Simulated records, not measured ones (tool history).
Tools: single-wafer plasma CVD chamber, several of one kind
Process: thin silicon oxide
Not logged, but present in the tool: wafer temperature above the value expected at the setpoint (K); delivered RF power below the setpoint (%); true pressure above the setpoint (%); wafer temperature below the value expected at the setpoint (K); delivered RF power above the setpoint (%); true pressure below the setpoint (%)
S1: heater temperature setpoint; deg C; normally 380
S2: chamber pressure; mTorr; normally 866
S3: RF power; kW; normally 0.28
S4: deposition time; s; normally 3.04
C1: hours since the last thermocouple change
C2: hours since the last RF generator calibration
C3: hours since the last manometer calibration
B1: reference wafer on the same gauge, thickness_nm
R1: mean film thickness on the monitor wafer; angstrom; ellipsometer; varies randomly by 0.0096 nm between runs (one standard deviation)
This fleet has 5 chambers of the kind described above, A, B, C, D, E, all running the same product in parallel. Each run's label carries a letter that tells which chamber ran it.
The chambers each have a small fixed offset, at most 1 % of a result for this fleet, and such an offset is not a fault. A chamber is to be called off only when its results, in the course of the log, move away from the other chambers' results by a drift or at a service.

run,day,S1,S2,S3,S4,C1,C2,C3,B1,R1
1D,0.629,380,866,0.28,3.04,923.3,827.9,1544.3,6.0202,58.825
2C,1.212,380,866,0.28,3.04,898.3,1236,1777.2,6.0171,59.318
3E,1.75,380,866,0.28,3.04,2242.8,1980.4,2425.4,6.0178,59.228
4B,2.2,380,866,0.28,3.04,1052.5,427.2,872.8,6.0145,59.208
5A,2.546,380,866,0.28,3.04,971.1,1882,1054.7,6.0126,59.166
# day 2.942: chamber B: thermocouple changed; heater temperature recalibrated
6A,3.112,380,866,0.28,3.04,984.7,1895.6,1068.3,6.0096,59.361
# day 3.562: chamber A: RF generator calibrated
7B,3.762,380,866,0.28,3.04,19.8,464.7,910.3,6.0084,59.217
8E,4.233,380,866,0.28,3.04,2302.4,2040,2485,6.0096,59.272
9C,4.842,380,866,0.28,3.04,985.4,1323.1,1864.3,6.0068,59.296
10D,5.467,380,866,0.28,3.04,1039.4,944,1660.4,6.0088,58.808
11E,5.892,380,866,0.28,3.04,2342.2,2079.8,2524.8,6.0053,59.068
# day 6.004: chamber C: RF generator calibrated
12C,6.517,374,866,0.28,3.04,1025.6,12.3,1904.5,6.0012,59.453
13A,7.012,374,866,0.28,3.04,1078.3,82.8,1161.9,6.004,59.552
14B,7.438,374,866,0.28,3.04,108,552.9,998.5,6.0016,59.275
15D,7.75,374,866,0.28,3.04,1094.2,998.8,1715.2,6.0006,59.119
# day 8.154: chamber E: thermocouple changed; heater temperature recalibrated
16B,8.196,374,866,0.28,3.04,126.2,571.1,1016.7,6.0003,59.311
17C,8.604,380,866,0.28,3.04,1075.7,62.4,1954.6,5.9988,59.157
18E,9.075,380,710,0.28,2.54,22.1,2156.2,2601.2,5.9971,41.102
19D,9.446,380,710,0.28,2.54,1134.9,1039.5,1755.9,5.9968,40.886
20A,9.996,380,710,0.28,2.54,1149.9,154.4,1233.5,5.9961,41.08
21A,10.467,380,710,0.28,2.54,1161.2,165.7,1244.8,5.9936,41.153
22E,10.929,380,710,0.28,2.54,66.6,2200.7,2645.7,5.9922,41.165
23C,11.533,380,866,0.28,3.04,1146,132.7,2024.9,5.994,59.178
24B,12.021,380,866,0.28,3.04,218,662.9,1108.5,5.9902,58.916
25D,12.567,380,866,0.28,3.04,1209.8,1114.4,1830.8,5.9898,58.774
26B,13.175,380,866,0.28,3.04,245.7,690.6,1136.2,5.9892,58.861
# day 13.55: chamber E: RF generator calibrated
27A,13.846,380,866,0.28,3.04,1242.3,246.8,1325.9,5.9868,59.043
28D,14.421,380,866,0.28,3.04,1254.3,1158.9,1875.3,5.9858,58.685
29C,14.808,380,785,0.245,3.04,1224.6,211.3,2103.5,5.9819,50.696
30E,15.179,380,785,0.245,3.04,168.6,39.1,2747.7,5.9805,51.027
31E,15.546,380,785,0.245,3.04,177.4,47.9,2756.5,5.9813,51.121
32A,16.167,380,785,0.245,3.04,1298,302.5,1381.6,5.9794,50.956

Each of the 5 chambers runs these same settings next. Fill in every chamber's results:
33A,16.654,380,782,0.28,3.04,,,,,?
33B,16.654,380,782,0.28,3.04,,,,,?
33C,16.654,380,782,0.28,3.04,,,,,?
33D,16.654,380,782,0.28,3.04,,,,,?
33E,16.654,380,782,0.28,3.04,,,,,?

run,R1
33A,53.91
33B,53.745
33C,53.643
33D,53.536
33E,53.741

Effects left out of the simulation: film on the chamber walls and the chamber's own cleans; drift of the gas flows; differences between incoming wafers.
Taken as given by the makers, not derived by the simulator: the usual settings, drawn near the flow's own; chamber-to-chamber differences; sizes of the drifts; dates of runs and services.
